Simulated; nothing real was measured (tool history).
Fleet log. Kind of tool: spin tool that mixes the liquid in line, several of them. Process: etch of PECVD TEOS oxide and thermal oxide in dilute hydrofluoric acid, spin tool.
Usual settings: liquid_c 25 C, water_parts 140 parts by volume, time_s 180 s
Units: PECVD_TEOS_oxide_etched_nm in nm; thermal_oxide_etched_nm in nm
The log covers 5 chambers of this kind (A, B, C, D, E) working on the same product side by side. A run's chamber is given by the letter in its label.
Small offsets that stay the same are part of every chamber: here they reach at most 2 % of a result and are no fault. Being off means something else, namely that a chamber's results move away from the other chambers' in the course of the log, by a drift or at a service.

| run | hour | liquid_c | water_parts | time_s | hours since the thermometer was replaced | hours since the hydrofluoric acid flow meter was replaced | read-back film thickness of the PECVD TEOS oxide reference wafer, read on the same gauge (nm) | read-back film thickness of the thermal oxide reference wafer, read on the same gauge (nm) | PECVD_TEOS_oxide_etched_nm | thermal_oxide_etched_nm |
|---|---|---|---|---|---|---|---|---|---|---|
| 1D | 3 | 25 | 140 | 180 | 32 | 1507.9 | 140.01 | 40 | 14.747 | 6.1852 |
| 2E | 6.1 | 25 | 140 | 180 | 551.3 | 736.2 | 139.97 | 39.99 | 14.708 | 6.1935 |
| 3A | 11 | 25 | 140 | 180 | 82.7 | 2318.4 | 139.99 | 40.007 | 14.601 | 6.2675 |
|  | 14.5 | chamber B: hydrofluoric acid flow meter replaced |
| 4C | 16.2 | 25 | 140 | 180 | 580.3 | 2122.9 | 140.01 | 40.022 | 14.771 | 6.259 |
| 5B | 20.2 | 25 | 140 | 180 | 587.3 | 5.7 | 139.99 | 39.976 | 14.7 | 6.2135 |
|  | 23.2 | chamber A: hydrofluoric acid flow meter replaced |
| 6B | 24.7 | 25 | 140 | 95 | 591.8 | 10.2 | 140.01 | 39.985 | 7.7344 | 3.3338 |
| 7E | 29.8 | 25 | 140 | 95 | 575 | 759.9 | 139.99 | 39.994 | 7.7896 | 3.2237 |
| 8C | 32.6 | 25 | 140 | 95 | 596.7 | 2139.3 | 139.99 | 40.002 | 7.8324 | 3.2697 |
| 9A | 38.1 | 25 | 140 | 95 | 109.8 | 14.9 | 140.01 | 39.986 | 7.7766 | 3.232 |
| 10D | 42.8 | 25 | 140 | 95 | 71.8 | 1547.7 | 140 | 39.992 | 7.8233 | 3.1861 |
| 11B | 45.3 | 25 | 140 | 180 | 612.4 | 30.8 | 139.99 | 39.998 | 14.599 | 6.3132 |
| 12C | 48.4 | 25 | 140 | 180 | 612.5 | 2155.1 | 140.02 | 40.002 | 14.765 | 6.1422 |
| 13D | 52.9 | 25 | 140 | 180 | 81.9 | 1557.8 | 140 | 40.002 | 14.895 | 6.0804 |
| 14A | 57 | 25 | 140 | 180 | 128.7 | 33.8 | 140 | 39.993 | 14.553 | 6.1005 |
| 15E | 60.2 | 25 | 140 | 180 | 605.4 | 790.3 | 139.98 | 40.013 | 14.684 | 6.1613 |
| 16A | 65.5 | 23 | 140 | 245 | 137.2 | 42.3 | 140.01 | 40.005 | 18.444 | 7.7923 |
| 17D | 70.7 | 23 | 140 | 245 | 99.7 | 1575.6 | 139.99 | 39.982 | 18.798 | 7.688 |
| 18E | 75 | 23 | 140 | 245 | 620.2 | 805.1 | 139.98 | 39.996 | 18.676 | 7.6507 |
| 19C | 78.9 | 23 | 140 | 245 | 643 | 2185.6 | 139.98 | 40.004 | 18.758 | 7.8247 |
| 20B | 81.4 | 23 | 140 | 245 | 648.5 | 66.9 | 139.99 | 40.001 | 18.583 | 7.8318 |
| 21B | 84.2 | 25 | 140 | 180 | 651.3 | 69.7 | 140.02 | 40.004 | 14.586 | 6.1985 |
| 22C | 87.2 | 25 | 140 | 180 | 651.3 | 2193.9 | 140 | 40.005 | 14.755 | 6.3913 |
| 23D | 91.6 | 25 | 140 | 180 | 120.6 | 1596.5 | 140 | 39.99 | 14.663 | 6.2296 |
| 24E | 94.2 | 25 | 140 | 180 | 639.4 | 824.3 | 139.99 | 39.983 | 14.817 | 6.1624 |
| 25A | 96.7 | 25 | 140 | 180 | 168.4 | 73.5 | 140.01 | 40.011 | 14.593 | 6.1185 |
| 26E | 100.9 | 25 | 140 | 180 | 646.1 | 831 | 140.01 | 40.015 | 14.72 | 6.2231 |
| 27B | 106 | 25 | 140 | 180 | 673.1 | 91.5 | 139.98 | 39.985 | 14.617 | 6.0898 |
| 28C | 111.6 | 25 | 140 | 180 | 675.7 | 2218.3 | 140 | 39.992 | 14.723 | 6.1536 |
| 29A | 115.2 | 25 | 195 | 180 | 186.9 | 92 | 139.99 | 39.983 | 9.8126 | 4.1903 |
| 30D | 117.8 | 25 | 195 | 180 | 146.8 | 1622.7 | 140.03 | 39.998 | 9.9709 | 4.0988 |
| 31E | 121.6 | 25 | 195 | 180 | 666.8 | 851.7 | 139.99 | 39.99 | 9.862 | 4.2117 |
|  | 123 | chamber B: thermometer replaced |
| 32B | 126.2 | 25 | 195 | 180 | 3.3 | 111.7 | 140 | 39.981 | 9.8619 | 4.1877 |
| 33D | 131.5 | 25 | 195 | 180 | 160.5 | 1636.4 | 140 | 39.982 | 9.8587 | 4.1301 |
|  | 132.9 | chamber C: thermometer replaced |
| 34A | 134.6 | 25 | 140 | 180 | 206.3 | 111.4 | 140 | 39.999 | 14.819 | 6.1363 |
| 35C | 138 | 25 | 140 | 180 | 5.1 | 2244.7 | 140.01 | 39.999 | 14.924 | 6.3396 |
|  | 140.2 | chamber E: thermometer replaced |
| 36E | 140.9 | 25 | 140 | 180 | 0.8 | 871 | 140.04 | 40.002 | 14.61 | 6.1086 |
| 37D | 144.4 | 25 | 140 | 180 | 173.4 | 1649.3 | 139.97 | 40.006 | 14.665 | 6.0825 |
| 38A | 149.8 | 25 | 140 | 180 | 221.5 | 126.6 | 140.02 | 40.005 | 14.795 | 6.1463 |
| 39B | 155 | 25 | 140 | 180 | 32.1 | 140.5 | 140.01 | 39.997 | 14.577 | 6.2258 |
| 40C | 158.3 | 25 | 140 | 180 | 25.4 | 2265 | 140 | 40.009 | 14.837 | 6.267 |
| 41B | 161.5 | 25 | 140 | 180 | 38.6 | 147 | 139.98 | 39.996 | 14.582 | 6.197 |
| 42C | 166.3 | 25 | 140 | 180 | 33.4 | 2273 | 140 | 39.989 | 14.953 | 6.2668 |

Next, all 5 chambers run the settings below, one line each with question marks for the results. What does each chamber give?
| 43A | 170.3 | 25 | 140 | 180 |  |  |  |  | ? | ? |
| 43B | 170.3 | 25 | 140 | 180 |  |  |  |  | ? | ? |
| 43C | 170.3 | 25 | 140 | 180 |  |  |  |  | ? | ? |
| 43D | 170.3 | 25 | 140 | 180 |  |  |  |  | ? | ? |
| 43E | 170.3 | 25 | 140 | 180 |  |  |  |  | ? | ? |

| run | PECVD_TEOS_oxide_etched_nm | thermal_oxide_etched_nm |
|---|---|---|
| 43A | 14.645 | 6.1242 |
| 43B | 14.641 | 6.2908 |
| 43C | 14.797 | 6.3373 |
| 43D | 14.776 | 6.0054 |
| 43E | 14.773 | 6.2067 |
